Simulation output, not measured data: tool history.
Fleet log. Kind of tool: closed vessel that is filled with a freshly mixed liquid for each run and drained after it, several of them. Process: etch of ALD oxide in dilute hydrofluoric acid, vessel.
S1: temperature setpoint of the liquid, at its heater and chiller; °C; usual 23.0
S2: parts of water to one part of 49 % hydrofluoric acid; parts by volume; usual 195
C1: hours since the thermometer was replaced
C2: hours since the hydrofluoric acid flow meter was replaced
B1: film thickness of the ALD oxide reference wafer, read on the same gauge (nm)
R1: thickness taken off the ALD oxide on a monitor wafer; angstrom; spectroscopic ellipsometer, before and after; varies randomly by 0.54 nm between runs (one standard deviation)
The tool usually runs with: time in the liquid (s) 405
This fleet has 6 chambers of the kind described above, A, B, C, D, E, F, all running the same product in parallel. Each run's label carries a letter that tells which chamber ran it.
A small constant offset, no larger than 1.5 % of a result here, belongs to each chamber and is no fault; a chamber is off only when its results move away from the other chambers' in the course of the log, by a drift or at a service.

Run 1F, hour 5.0: usual settings; C1 623.4; C2 808.1; B1 50.000. Result: R1 574.66 angstrom.
Run 2B, hour 9.6: usual settings; C1 148.6; C2 167.9; B1 50.043. Result: R1 580.74 angstrom.
Run 3D, hour 14.6: usual settings; C1 1475.6; C2 691.5; B1 49.991. Result: R1 591.83 angstrom.
Run 4E, hour 17.2: usual settings; C1 401.9; C2 1698.6; B1 49.963. Result: R1 592.01 angstrom.
Run 5C, hour 22.4: usual settings; C1 135.9; C2 1391.0; B1 50.033. Result: R1 588.53 angstrom.
Run 6A, hour 28.3: usual settings; C1 328.2; C2 813.8; B1 49.954. Result: R1 579.08 angstrom.
Run 7A, hour 34.0: usual settings but S1 21.0 °C, S2 250 parts by volume; C1 333.9; C2 819.5; B1 49.988. Result: R1 398.84 angstrom.
Run 8D, hour 40.1: usual settings but S1 21.0 °C, S2 250 parts by volume; C1 1501.1; C2 717.0; B1 50.007. Result: R1 410.11 angstrom.
Run 9B, hour 43.6: usual settings but S1 21.0 °C, S2 250 parts by volume; C1 182.6; C2 201.9; B1 50.028. Result: R1 402.64 angstrom.
Run 10E, hour 48.2: usual settings but S1 21.0 °C, S2 250 parts by volume; C1 432.9; C2 1729.6; B1 50.008. Result: R1 394.14 angstrom.
Run 11C, hour 52.5: usual settings but S1 21.0 °C, S2 250 parts by volume; C1 166.0; C2 1421.1; B1 50.026. Result: R1 401.76 angstrom.
Run 12F, hour 57.1: usual settings but S1 21.0 °C, S2 250 parts by volume; C1 675.5; C2 860.2; B1 50.000. Result: R1 405.30 angstrom.
Run 13F, hour 62.1: usual settings but S1 26.5 °C, time in the liquid (s) 540; C1 680.5; C2 865.2; B1 49.965. Result: R1 889.87 angstrom.
Run 14C, hour 66.2: usual settings but S1 26.5 °C, time in the liquid (s) 540; C1 179.7; C2 1434.8; B1 49.989. Result: R1 888.36 angstrom.
Run 15B, hour 70.5: usual settings but S1 26.5 °C, time in the liquid (s) 540; C1 209.5; C2 228.8; B1 50.006. Result: R1 885.84 angstrom.
Run 16A, hour 73.6: usual settings but S1 26.5 °C, time in the liquid (s) 540; C1 373.5; C2 859.1; B1 50.024. Result: R1 883.13 angstrom.
Run 17E, hour 76.4: usual settings but S1 26.5 °C, time in the liquid (s) 540; C1 461.1; C2 1757.8; B1 50.000. Result: R1 881.86 angstrom.
Run 18D, hour 82.1: usual settings but S1 26.5 °C, time in the liquid (s) 540; C1 1543.1; C2 759.0; B1 50.015. Result: R1 902.96 angstrom.
Run 19F, hour 87.2: usual settings; C1 705.6; C2 890.3; B1 50.006. Result: R1 592.34 angstrom.
Run 20B, hour 90.8: usual settings but S2 255 parts by volume, time in the liquid (s) 210; C1 229.8; C2 249.1; B1 49.989. Result: R1 215.70 angstrom.
Run 21A, hour 95.6: usual settings but S2 255 parts by volume, time in the liquid (s) 210; C1 395.5; C2 881.1; B1 49.995. Result: R1 213.49 angstrom.
Run 22C, hour 100.7: usual settings but S2 255 parts by volume, time in the liquid (s) 210; C1 214.2; C2 1469.3; B1 49.997. Result: R1 218.24 angstrom.
Run 23E, hour 104.0: usual settings but S2 255 parts by volume, time in the liquid (s) 210; C1 488.7; C2 1785.4; B1 50.020. Result: R1 214.13 angstrom.
Run 24D, hour 106.9: usual settings but S2 255 parts by volume, time in the liquid (s) 210; C1 1567.9; C2 783.8; B1 49.982. Result: R1 220.50 angstrom.
Run 25D, hour 112.6: usual settings but S2 255 parts by volume, time in the liquid (s) 210; C1 1573.6; C2 789.5; B1 50.001. Result: R1 218.07 angstrom.
Run 26F, hour 117.0: usual settings; C1 735.4; C2 920.1; B1 49.988. Result: R1 581.23 angstrom.
Run 27C, hour 121.1: usual settings but S2 255 parts by volume, time in the liquid (s) 190; C1 234.6; C2 1489.7; B1 49.984. Result: R1 197.16 angstrom.
Run 28A, hour 126.4: usual settings but S2 255 parts by volume, time in the liquid (s) 190; C1 426.3; C2 911.9; B1 49.985. Result: R1 186.36 angstrom.
Run 29E, hour 131.9: usual settings but S2 255 parts by volume, time in the liquid (s) 190; C1 516.6; C2 1813.3; B1 49.995. Result: R1 199.11 angstrom.
Run 30B, hour 135.2: usual settings but S2 255 parts by volume, time in the liquid (s) 190; C1 274.2; C2 293.5; B1 49.985. Result: R1 197.83 angstrom.
Run 31A, hour 140.8: usual settings but S2 255 parts by volume, time in the liquid (s) 190; C1 440.7; C2 926.3; B1 49.996. Result: R1 188.24 angstrom.
Run 32C, hour 145.4: usual settings but S2 255 parts by volume, time in the liquid (s) 190; C1 258.9; C2 1514.0; B1 50.011. Result: R1 197.88 angstrom.
Run 33B, hour 148.3: usual settings but S1 19.0 °C, S2 115 parts by volume; C1 287.3; C2 306.6; B1 49.983. Result: R1 929.07 angstrom.
Run 34F, hour 151.7: usual settings but S1 19.0 °C, S2 115 parts by volume; C1 770.1; C2 954.8; B1 50.004. Result: R1 924.63 angstrom.
Run 35D, hour 155.2: usual settings but S1 19.0 °C, S2 115 parts by volume; C1 1616.2; C2 832.1; B1 49.964. Result: R1 926.12 angstrom.
Run 36E, hour 159.1: usual settings but S1 19.0 °C, S2 115 parts by volume; C1 543.8; C2 1840.5; B1 50.005. Result: R1 919.30 angstrom.
Run 37D, hour 162.7: usual settings but S1 19.0 °C, S2 115 parts by volume; C1 1623.7; C2 839.6; B1 50.026. Result: R1 927.94 angstrom.

All chambers now run identical settings, listed one chamber a line with results as question marks. What results will each chamber show?
Run 38A, hour 167.0: usual settings. Result: R1 ?.
Run 38B, hour 167.0: usual settings. Result: R1 ?.
Run 38C, hour 167.0: usual settings. Result: R1 ?.
Run 38D, hour 167.0: usual settings. Result: R1 ?.
Run 38E, hour 167.0: usual settings. Result: R1 ?.
Run 38F, hour 167.0: usual settings. Result: R1 ?.

run      R1
38A  547.02
38B  588.57
38C  574.43
38D  590.00
38E  587.76
38F  585.98

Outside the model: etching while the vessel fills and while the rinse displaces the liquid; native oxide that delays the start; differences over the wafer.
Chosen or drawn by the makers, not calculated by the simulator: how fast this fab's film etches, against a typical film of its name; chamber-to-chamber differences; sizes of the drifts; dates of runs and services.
